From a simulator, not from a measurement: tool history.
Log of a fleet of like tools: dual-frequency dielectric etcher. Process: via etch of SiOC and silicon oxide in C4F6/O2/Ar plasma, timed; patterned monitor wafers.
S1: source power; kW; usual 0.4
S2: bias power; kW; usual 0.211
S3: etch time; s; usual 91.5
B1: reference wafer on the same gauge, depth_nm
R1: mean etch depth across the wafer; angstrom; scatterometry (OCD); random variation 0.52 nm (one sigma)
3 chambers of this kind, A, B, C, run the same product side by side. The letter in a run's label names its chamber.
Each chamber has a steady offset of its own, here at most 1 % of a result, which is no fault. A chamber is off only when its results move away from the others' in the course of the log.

| run | hour | S1 | S2 | S3 | B1 | R1 |
|---|---|---|---|---|---|---|
| 1C | 5.8 | 0.4 | 0.211 | 91.5 | 113.98 | 1089.3 |
| 2A | 12.2 | 0.4 | 0.211 | 91.5 | 113.95 | 1094.9 |
|  | 13.9 | chamber C: bias power generator calibrated |
| 3B | 17.4 | 0.4 | 0.211 | 91.5 | 113.85 | 1092.6 |
| 4C | 23.3 | 0.4 | 0.211 | 91.5 | 114.04 | 1079.7 |
| 5B | 29.3 | 0.4 | 0.243 | 105.5 | 113.99 | 1295.5 |
| 6A | 34.3 | 0.4 | 0.243 | 105.5 | 113.96 | 1327.6 |
| 7A | 37.5 | 0.4 | 0.243 | 105.5 | 114.05 | 1328.5 |
| 8C | 40.9 | 0.4 | 0.211 | 91.5 | 114.04 | 1081.4 |
| 9B | 46.8 | 0.4 | 0.211 | 91.5 | 114.08 | 1083.5 |
| 10A | 51.8 | 0.4 | 0.211 | 91.5 | 114.01 | 1097 |
| 11B | 55.7 | 0.4 | 0.168 | 69 | 113.95 | 755.33 |
| 12C | 62 | 0.4 | 0.168 | 69 | 113.88 | 756.51 |
| 13C | 68.2 | 0.4 | 0.168 | 69 | 113.96 | 753.14 |
| 14A | 74.3 | 0.4 | 0.211 | 91.5 | 113.87 | 1100.1 |
| 15B | 78.5 | 0.4 | 0.211 | 91.5 | 113.97 | 1083.5 |
|  | 82.7 | chamber A: wet clean of the chamber |
| 16C | 83.9 | 0.4 | 0.211 | 91.5 | 114.13 | 1081.5 |
| 17B | 88.8 | 0.4 | 0.211 | 91.5 | 113.95 | 1087.6 |
| 18A | 94.9 | 0.4 | 0.211 | 91.5 | 114.01 | 1156.5 |
| 19A | 100.8 | 0.4 | 0.211 | 91.5 | 113.94 | 1165.7 |
| 20B | 104.3 | 0.4 | 0.211 | 91.5 | 113.97 | 1079.7 |
| 21C | 107.5 | 0.4 | 0.211 | 91.5 | 113.88 | 1093 |
| 22B | 112.3 | 0.4 | 0.211 | 91.5 | 113.89 | 1092.5 |
| 23A | 116.4 | 0.4 | 0.211 | 91.5 | 114.06 | 1155.6 |
| 24C | 120.9 | 0.4 | 0.211 | 91.5 | 114.06 | 1074.9 |
| 25C | 124.3 | 0.4 | 0.211 | 91.5 | 113.97 | 1085.3 |
| 26A | 130.5 | 0.4 | 0.211 | 91.5 | 113.91 | 1153.7 |
| 27B | 134.6 | 0.4 | 0.211 | 91.5 | 113.98 | 1081.9 |
| 28B | 138.4 | 0.4 | 0.211 | 91.5 | 114.15 | 1086.6 |

Next, every chamber runs the same settings. What will each give?
| 29A | 143 | 0.4 | 0.211 | 91.5 |  | ? |
| 29B | 143 | 0.4 | 0.211 | 91.5 |  | ? |
| 29C | 143 | 0.4 | 0.211 | 91.5 |  | ? |

| run | R1 |
|---|---|
| 29A | 1155.8 |
| 29B | 1082.5 |
| 29C | 1080.9 |
